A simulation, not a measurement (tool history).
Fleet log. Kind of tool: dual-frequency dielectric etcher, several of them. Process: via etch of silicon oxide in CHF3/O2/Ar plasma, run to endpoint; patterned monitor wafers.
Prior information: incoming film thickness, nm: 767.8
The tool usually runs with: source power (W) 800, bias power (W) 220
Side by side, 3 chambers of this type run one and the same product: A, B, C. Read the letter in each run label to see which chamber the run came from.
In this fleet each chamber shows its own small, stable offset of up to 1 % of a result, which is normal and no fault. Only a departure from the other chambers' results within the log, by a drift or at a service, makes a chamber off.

run   hour  source power (W)  bias power (W)  hours since the last wet clean  hours since the last source power generator calibration  hours since the last bias power generator calibration  endpoint time (s)
 1A    4.7               800             220                            29.0                                                    208.0                                                  497.8             323.34
 2B    9.9               800             220                           634.8                                                   3017.1                                                  270.3             328.87
 3C   16.2               800             220                           341.4                                                   4932.9                                                 1739.5             328.26
 4B   21.9               800             220                           646.8                                                   3029.1                                                  282.3             326.27
 5A   26.3               680             246                            50.6                                                    229.6                                                  519.4             332.13
      31.8  -- chamber B: wet clean of the chamber
 6C   32.4               680             246                           357.6                                                   4949.1                                                 1755.7             334.90
 7A   37.2               680             246                            61.5                                                    240.5                                                  530.3             332.88
 8B   43.2               800             220                            11.5                                                   3050.4                                                  303.6             327.73
 9C   47.2               800             220                           372.4                                                   4963.9                                                 1770.5             326.92
10C   53.4               610             270                           378.6                                                   4970.1                                                 1776.7             339.30
11A   56.4               610             270                            80.7                                                    259.7                                                  549.5             335.95
12B   62.1               610             270                            30.4                                                   3069.3                                                  322.5             338.16
13B   68.2               800             220                            36.5                                                   3075.4                                                  328.6             324.61
14C   74.1               800             220                           399.3                                                   4990.8                                                 1797.4             327.46
      75.2  -- chamber C: wet clean of the chamber
15A   78.2               800             220                           102.5                                                    281.5                                                  571.3             320.83
16C   82.2               800             220                             7.0                                                   4998.9                                                 1805.5             319.66
17A   87.5               800             220                           111.8                                                    290.8                                                  580.6             325.67
18B   92.1               800             271                            60.4                                                   3099.3                                                  352.5             305.30
19C   96.6               800             271                            21.4                                                   5013.3                                                 1819.9             295.99
20A  101.1               800             271                           125.4                                                    304.4                                                  594.2             299.52
21B  104.9               980             168                            73.2                                                   3112.1                                                  365.3             329.01
22C  109.6               980             168                            34.4                                                   5026.3                                                 1832.9             321.04
23A  116.2               980             168                           140.5                                                    319.5                                                  609.3             329.87
24B  122.2               800             220                            90.5                                                   3129.4                                                  382.6             328.33
25A  128.2               800             220                           152.5                                                    331.5                                                  621.3             326.07
26B  133.0               800             220                           101.3                                                   3140.2                                                  393.4             325.35
27C  136.9               800             220                            61.7                                                   5053.6                                                 1860.2             316.32
28C  140.7               800             220                            65.5                                                   5057.4                                                 1864.0             314.68
29B  143.6               800             220                           111.9                                                   3150.8                                                  404.0             326.76
30A  146.6               800             220                           170.9                                                    349.9                                                  639.7             322.42
31A  150.2               800             220                           174.5                                                    353.5                                                  643.3             322.36

Next, every chamber runs the same settings. What will each give?
32A  154.9               930             220                                                                                                                                                                  ?
32B  154.9               930             220                                                                                                                                                                  ?
32C  154.9               930             220                                                                                                                                                                  ?

run  endpoint time (s)
32A             305.22
32B             308.56
32C             299.32

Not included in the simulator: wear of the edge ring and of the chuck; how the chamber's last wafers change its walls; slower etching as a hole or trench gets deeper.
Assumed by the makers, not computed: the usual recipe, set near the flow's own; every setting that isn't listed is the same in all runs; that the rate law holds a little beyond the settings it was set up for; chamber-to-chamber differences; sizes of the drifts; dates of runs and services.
